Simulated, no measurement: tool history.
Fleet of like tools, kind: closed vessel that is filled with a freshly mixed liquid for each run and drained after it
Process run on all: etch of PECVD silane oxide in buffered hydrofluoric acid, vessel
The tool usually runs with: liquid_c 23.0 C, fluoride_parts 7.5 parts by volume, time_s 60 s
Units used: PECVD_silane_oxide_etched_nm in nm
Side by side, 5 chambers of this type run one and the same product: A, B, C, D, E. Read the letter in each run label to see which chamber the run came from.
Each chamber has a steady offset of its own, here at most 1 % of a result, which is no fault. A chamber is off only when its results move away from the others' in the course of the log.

| run | hour | liquid_c | fluoride_parts | time_s | read-back film thickness of the PECVD silane oxide reference wafer, read on the same gauge (nm) | PECVD_silane_oxide_etched_nm |
|---|---|---|---|---|---|---|
| 1A | 6.1 | 23.0 | 7.5 | 60 | 69.956 | 149.37 |
| 2E | 9.7 | 23.0 | 7.5 | 60 | 69.997 | 151.15 |
| 3D | 16.3 | 23.0 | 7.5 | 60 | 69.982 | 150.71 |
| 4C | 21.6 | 23.0 | 7.5 | 60 | 69.990 | 151.63 |
| 5B | 28.1 | 23.0 | 7.5 | 60 | 69.995 | 151.91 |
| 6D | 32.9 | 23.0 | 7.5 | 60 | 70.007 | 149.34 |
| 7E | 36.6 | 23.0 | 6.0 | 45 | 69.971 | 138.39 |
| 8C | 41.9 | 23.0 | 6.0 | 45 | 69.976 | 137.96 |
| 9B | 48.8 | 23.0 | 6.0 | 45 | 69.984 | 140.25 |
| 10A | 55.9 | 23.0 | 6.0 | 45 | 70.019 | 140.92 |
| 11D | 62.5 | 23.0 | 6.0 | 45 | 69.981 | 136.71 |
| 12A | 67.9 | 23.0 | 7.5 | 60 | 70.010 | 153.40 |
| 13B | 74.6 | 23.0 | 7.5 | 60 | 69.958 | 152.35 |
| 14E | 82.6 | 23.0 | 7.5 | 60 | 70.025 | 149.32 |
| 15C | 87.2 | 23.0 | 7.5 | 60 | 70.007 | 151.59 |
| 16B | 93.0 | 27.5 | 7.5 | 60 | 69.966 | 192.16 |
| 17E | 97.2 | 27.5 | 7.5 | 60 | 69.988 | 190.47 |
| 18A | 104.8 | 27.5 | 7.5 | 60 | 69.982 | 196.61 |
| 19D | 109.8 | 27.5 | 7.5 | 60 | 69.955 | 189.84 |
| 20C | 116.0 | 27.5 | 7.5 | 60 | 70.033 | 192.11 |
| 21D | 122.6 | 27.5 | 7.5 | 60 | 70.011 | 187.42 |
| 22A | 126.5 | 27.5 | 7.5 | 60 | 69.986 | 196.17 |
| 23C | 133.2 | 27.5 | 7.5 | 60 | 70.011 | 193.57 |
| 24B | 138.2 | 27.5 | 7.5 | 60 | 70.026 | 194.09 |
| 25E | 144.4 | 27.5 | 7.5 | 60 | 70.012 | 191.84 |
| 26A | 149.5 | 23.0 | 7.5 | 60 | 70.037 | 156.82 |
| 27D | 156.9 | 23.0 | 7.5 | 60 | 69.988 | 148.80 |
| 28C | 162.7 | 23.0 | 7.5 | 60 | 69.973 | 150.51 |
| 29B | 168.1 | 23.0 | 7.5 | 60 | 69.993 | 151.21 |
| 30E | 172.7 | 23.0 | 7.5 | 60 | 70.005 | 152.11 |
| 31C | 177.8 | 23.0 | 7.5 | 60 | 70.048 | 150.06 |
| 32A | 183.6 | 23.0 | 7.5 | 60 | 70.003 | 155.38 |
| 33B | 188.0 | 23.0 | 7.5 | 60 | 69.997 | 154.46 |
| 34D | 191.8 | 23.0 | 7.5 | 60 | 69.975 | 148.83 |
| 35E | 198.4 | 23.0 | 5.5 | 45 | 69.991 | 150.42 |
|  | 200.9 | chamber B: hydrofluoric acid flow meter replaced |
| 36B | 203.2 | 23.0 | 5.5 | 45 | 69.984 | 152.22 |
| 37D | 207.5 | 23.0 | 5.5 | 45 | 70.008 | 149.13 |
| 38E | 212.1 | 23.0 | 5.5 | 45 | 69.996 | 147.35 |
| 39C | 218.8 | 23.0 | 5.5 | 45 | 69.988 | 148.79 |
| 40A | 223.5 | 23.0 | 7.5 | 60 | 69.999 | 156.77 |
| 41A | 228.8 | 23.0 | 7.5 | 60 | 69.999 | 158.31 |
|  | 233.4 | chamber D: thermometer replaced |
| 42D | 236.9 | 23.0 | 7.5 | 60 | 69.983 | 149.95 |
| 43B | 243.8 | 23.0 | 7.5 | 60 | 70.030 | 150.93 |
| 44E | 247.5 | 23.0 | 7.5 | 60 | 70.008 | 149.86 |

Decide between three cases: one chamber stands off from its peers, the gauge reading all wafers drifts, or nothing is wrong past each chamber's small offset. Where a chamber is off, say which and what most likely put it there.

It is chamber A that slowly wanders off from its peers.
Most likely cause: hydrofluoric acid flow above the setpoint (%) = 6.16.
The log may not tell that from: liquid hotter than its thermometer reads (K).

Here are 4 candidates for chamber A's next run, each the usual settings with a change, their results left as question marks. Which one brings its results back in line with what the others give on the usual settings?
A result is in line if it is within this distance of the other chambers' mean on the usual settings: PECVD_silane_oxide_etched_nm 3.60 nm
| 45A-1 | 253.3 | 22.0 | 7.5 | 60 |  | ? |
| 45A-2 | 253.3 | 22.5 | 7.5 | 60 |  | ? |
| 45A-3 | 253.3 | 23.5 | 7.5 | 60 |  | ? |
| 45A-4 | 253.3 | 23.0 | 7.0 | 60 |  | ? |

Average result of the remaining chambers running the usual settings: PECVD_silane_oxide_etched_nm 150.61 nm
| run | PECVD_silane_oxide_etched_nm |
|---|---|
| 45A-1 | 151.94 |
| 45A-2 | 156.27 |
| 45A-3 | 165.08 |
| 45A-4 | 170.91 |
Change 45A-1 lands the chamber within the allowed miss of the other chambers.

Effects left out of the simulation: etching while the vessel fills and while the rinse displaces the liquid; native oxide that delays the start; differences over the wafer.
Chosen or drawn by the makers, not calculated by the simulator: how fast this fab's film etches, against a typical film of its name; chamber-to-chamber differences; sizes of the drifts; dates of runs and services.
